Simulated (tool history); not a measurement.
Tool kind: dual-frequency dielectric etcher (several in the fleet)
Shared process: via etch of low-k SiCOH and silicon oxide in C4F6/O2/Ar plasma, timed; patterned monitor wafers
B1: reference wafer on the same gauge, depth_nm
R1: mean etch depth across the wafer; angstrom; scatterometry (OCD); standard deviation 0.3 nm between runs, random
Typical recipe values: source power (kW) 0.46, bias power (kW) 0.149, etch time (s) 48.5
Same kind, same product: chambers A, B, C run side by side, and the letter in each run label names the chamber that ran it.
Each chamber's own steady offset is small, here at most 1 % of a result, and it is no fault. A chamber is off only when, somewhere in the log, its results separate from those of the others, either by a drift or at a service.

{"run": "1A", "hour": 7.5, "source power (kW)": 0.46, "bias power (kW)": 0.149, "etch time (s)": 48.5, "B1": 108.96, "R1": 1354.7}
{"run": "2B", "hour": 12.4, "source power (kW)": 0.46, "bias power (kW)": 0.149, "etch time (s)": 48.5, "B1": 109.02, "R1": 1342.1}
{"run": "3C", "hour": 19.0, "source power (kW)": 0.46, "bias power (kW)": 0.149, "etch time (s)": 48.5, "B1": 109, "R1": 1356.7}
{"run": "4C", "hour": 22.8, "source power (kW)": 0.46, "bias power (kW)": 0.149, "etch time (s)": 48.5, "B1": 108.99, "R1": 1361.1}
{"run": "5B", "hour": 27.4, "source power (kW)": 0.46, "bias power (kW)": 0.149, "etch time (s)": 48.5, "B1": 109, "R1": 1338.5}
{"run": "6A", "hour": 34.4, "source power (kW)": 0.46, "bias power (kW)": 0.149, "etch time (s)": 48.5, "B1": 109, "R1": 1346.4}
{"run": "7B", "hour": 38.1, "source power (kW)": 0.46, "bias power (kW)": 0.149, "etch time (s)": 48.5, "B1": 109, "R1": 1342.2}
{"run": "8C", "hour": 44.5, "source power (kW)": 0.46, "bias power (kW)": 0.149, "etch time (s)": 48.5, "B1": 109.03, "R1": 1356.5}
{"run": "9A", "hour": 49.5, "source power (kW)": 0.46, "bias power (kW)": 0.149, "etch time (s)": 48.5, "B1": 109.01, "R1": 1353.4}
{"run": "10B", "hour": 56.6, "source power (kW)": 0.46, "bias power (kW)": 0.149, "etch time (s)": 48.5, "B1": 109, "R1": 1336.8}
{"run": "11A", "hour": 62.4, "source power (kW)": 0.46, "bias power (kW)": 0.149, "etch time (s)": 48.5, "B1": 108.98, "R1": 1355.3}
{"run": "12C", "hour": 66.7, "source power (kW)": 0.46, "bias power (kW)": 0.149, "etch time (s)": 48.5, "B1": 108.97, "R1": 1361.4}
{"hour": 71.8, "done": "chamber A: bias power generator calibrated"}
{"run": "13A", "hour": 72.9, "source power (kW)": 0.46, "bias power (kW)": 0.149, "etch time (s)": 48.5, "B1": 109.01, "R1": 1352.9}
{"run": "14C", "hour": 77.4, "source power (kW)": 0.46, "bias power (kW)": 0.149, "etch time (s)": 48.5, "B1": 108.99, "R1": 1360.1}
{"run": "15B", "hour": 82.6, "source power (kW)": 0.46, "bias power (kW)": 0.149, "etch time (s)": 48.5, "B1": 109.03, "R1": 1342.8}
{"run": "16A", "hour": 87.7, "source power (kW)": 0.46, "bias power (kW)": 0.149, "etch time (s)": 48.5, "B1": 109.01, "R1": 1353.5}
{"run": "17C", "hour": 95.4, "source power (kW)": 0.46, "bias power (kW)": 0.149, "etch time (s)": 48.5, "B1": 108.98, "R1": 1362.6}
{"run": "18B", "hour": 99.3, "source power (kW)": 0.46, "bias power (kW)": 0.149, "etch time (s)": 48.5, "B1": 108.99, "R1": 1342.9}
{"run": "19C", "hour": 104.4, "source power (kW)": 0.46, "bias power (kW)": 0.149, "etch time (s)": 48.5, "B1": 108.97, "R1": 1358.3}
{"hour": 109.0, "done": "chamber A: wet clean of the chamber"}
{"run": "20B", "hour": 109.7, "source power (kW)": 0.46, "bias power (kW)": 0.149, "etch time (s)": 48.5, "B1": 109, "R1": 1334}
{"run": "21A", "hour": 117.1, "source power (kW)": 0.46, "bias power (kW)": 0.149, "etch time (s)": 36, "B1": 108.93, "R1": 1000.6}
{"run": "22A", "hour": 124.8, "source power (kW)": 0.46, "bias power (kW)": 0.149, "etch time (s)": 36, "B1": 108.97, "R1": 1005.7}
{"run": "23B", "hour": 130.8, "source power (kW)": 0.46, "bias power (kW)": 0.149, "etch time (s)": 36, "B1": 109, "R1": 998.36}
{"run": "24C", "hour": 135.4, "source power (kW)": 0.46, "bias power (kW)": 0.149, "etch time (s)": 48.5, "B1": 109, "R1": 1364.9}
{"hour": 141.0, "done": "chamber B: wet clean of the chamber"}
{"run": "25C", "hour": 143.4, "source power (kW)": 0.46, "bias power (kW)": 0.149, "etch time (s)": 48.5, "B1": 108.96, "R1": 1359.6}
{"run": "26B", "hour": 147.3, "source power (kW)": 0.46, "bias power (kW)": 0.149, "etch time (s)": 48.5, "B1": 109.01, "R1": 1340.5}
{"run": "27A", "hour": 154.7, "source power (kW)": 0.46, "bias power (kW)": 0.149, "etch time (s)": 48.5, "B1": 109.03, "R1": 1350.4}
{"run": "28B", "hour": 159.6, "source power (kW)": 0.46, "bias power (kW)": 0.149, "etch time (s)": 48.5, "B1": 108.96, "R1": 1340}

One chamber off, gauge drift, or nothing amiss beyond the chambers' own small offsets? If it is a chamber, which one, and what is the likeliest cause?

Neither any chamber nor the gauge drifts; the chambers differ only by their own small, steady offsets.
